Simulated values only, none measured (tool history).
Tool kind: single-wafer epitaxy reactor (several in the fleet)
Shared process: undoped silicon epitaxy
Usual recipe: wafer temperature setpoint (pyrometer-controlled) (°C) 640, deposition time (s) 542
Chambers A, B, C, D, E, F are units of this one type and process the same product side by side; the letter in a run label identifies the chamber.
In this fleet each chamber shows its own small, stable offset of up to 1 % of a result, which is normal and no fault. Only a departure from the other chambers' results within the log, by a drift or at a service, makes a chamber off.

run     day  wafer temperature setpoint (pyrometer-controlled) (°C)  deposition time (s)  hours since the last pyrometer calibration  read-back reference wafer on the same gauge, thickness_nm  mean film thickness on the monitor wafer (angstrom)
 1D   0.358                                                     640                  542                                      1485.3                                                     72.101                                               723.24
 2B     0.6                                                     640                  542                                       393.2                                                     72.096                                               731.19
 3E   1.008                                                     640                  542                                      2016.4                                                     71.994                                               733.54
 4C   1.367                                                     640                  542                                        2619                                                      72.05                                               726.12
 5A   1.792                                                     640                  542                                       401.3                                                     72.113                                               733.55
 6F   2.142                                                     640                  542                                       297.9                                                     72.094                                               723.56
 7E    2.55                                                     640                  542                                      2053.4                                                     72.246                                               733.65
 8A   2.829                                                     640                  582                                       426.2                                                     72.079                                               789.68
 9B   3.196                                                     640                  582                                       455.5                                                     72.228                                               788.91
10C   3.617                                                     640                  582                                        2673                                                     72.133                                                780.3
11F   4.058                                                     640                  582                                       343.9                                                     72.193                                               776.92
12D   4.308                                                     640                  582                                      1580.1                                                     72.165                                               784.53
      4.521  -- chamber C: pyrometer calibrated
13B   4.654                                                     640                  582                                       490.5                                                     71.997                                               788.11
14A   4.921                                                     640                  542                                       476.4                                                     72.137                                               727.86
15F   5.225                                                     640                  542                                       371.9                                                     72.081                                               720.53
16C   5.546                                                     640                  542                                        24.7                                                     72.145                                               762.96
17D   5.767                                                     640                  622                                      1615.1                                                     72.084                                               833.29
18E   6.133                                                     640                  622                                      2139.4                                                     72.051                                                841.9
19C   6.458                                                     640                  622                                        46.6                                                     72.163                                               878.51
20E   6.708                                                     640                  622                                      2153.2                                                     72.052                                                837.4
21A   6.958                                                     640                  622                                       525.3                                                     72.198                                               841.64
22D     7.2                                                     640                  622                                      1649.5                                                      72.09                                               833.99
23B   7.475                                                     640                  542                                       558.2                                                      72.13                                               736.71
24F   7.771                                                     640                  542                                         433                                                      72.05                                                722.4
25A   8.212                                                     640                  542                                       555.4                                                     72.089                                               731.04
26E   8.583                                                     640                  542                                      2198.2                                                     71.968                                               734.62
27D   8.846                                                     647                  463                                        1689                                                     72.109                                               713.21
28F   9.333                                                     647                  463                                       470.5                                                      72.17                                               719.67
29C   9.575                                                     647                  463                                       121.4                                                     72.053                                               760.97
30B   9.854                                                     647                  463                                       615.3                                                     72.166                                               735.05
31A  10.196                                                     647                  463                                         603                                                     72.054                                               729.37
32F  10.504                                                     647                  463                                       498.6                                                     72.044                                               729.89
33D  10.992                                                     640                  542                                      1740.5                                                     72.003                                                720.6
34E  11.279                                                     640                  542                                      2262.9                                                     72.034                                                727.5
35C  11.504                                                     640                  603                                       167.7                                                     72.085                                               849.43
36B  11.758                                                     640                  603                                         661                                                     72.206                                               819.75

Decide between three cases: one chamber stands off from its peers, the gauge reading all wafers drifts, or nothing is wrong past each chamber's small offset. Where a chamber is off, say which and what most likely put it there.

A service left chamber C off against the others.
Likeliest cause: wafer temperature above the value expected at the setpoint (K) = 2.02.

Below are 4 candidate recipes for chamber C's next run, each the usual settings with a change, their results shown as question marks. Which of them brings C's results back in line with what the other chambers give on the usual settings?
In line means no further than this from the other chambers' mean on the usual settings: mean film thickness on the monitor wafer (angstrom) 13
37C-1  12.112                                                     637                  528                                                                                                                                                           ?
37C-2  12.112                                                     640                  518                                                                                                                                                           ?
37C-3  12.112                                                     642                  542                                                                                                                                                           ?
37C-4  12.112                                                     640                  596                                                                                                                                                           ?

On the usual settings, the other chambers give on average: mean film thickness on the monitor wafer (angstrom) 729.52
  run  mean film thickness on the monitor wafer (angstrom)
37C-1                                               696.04
37C-2                                               730.32
37C-3                                               798.97
37C-4                                               840.29
37C-2 puts the chamber back in line with the other chambers.
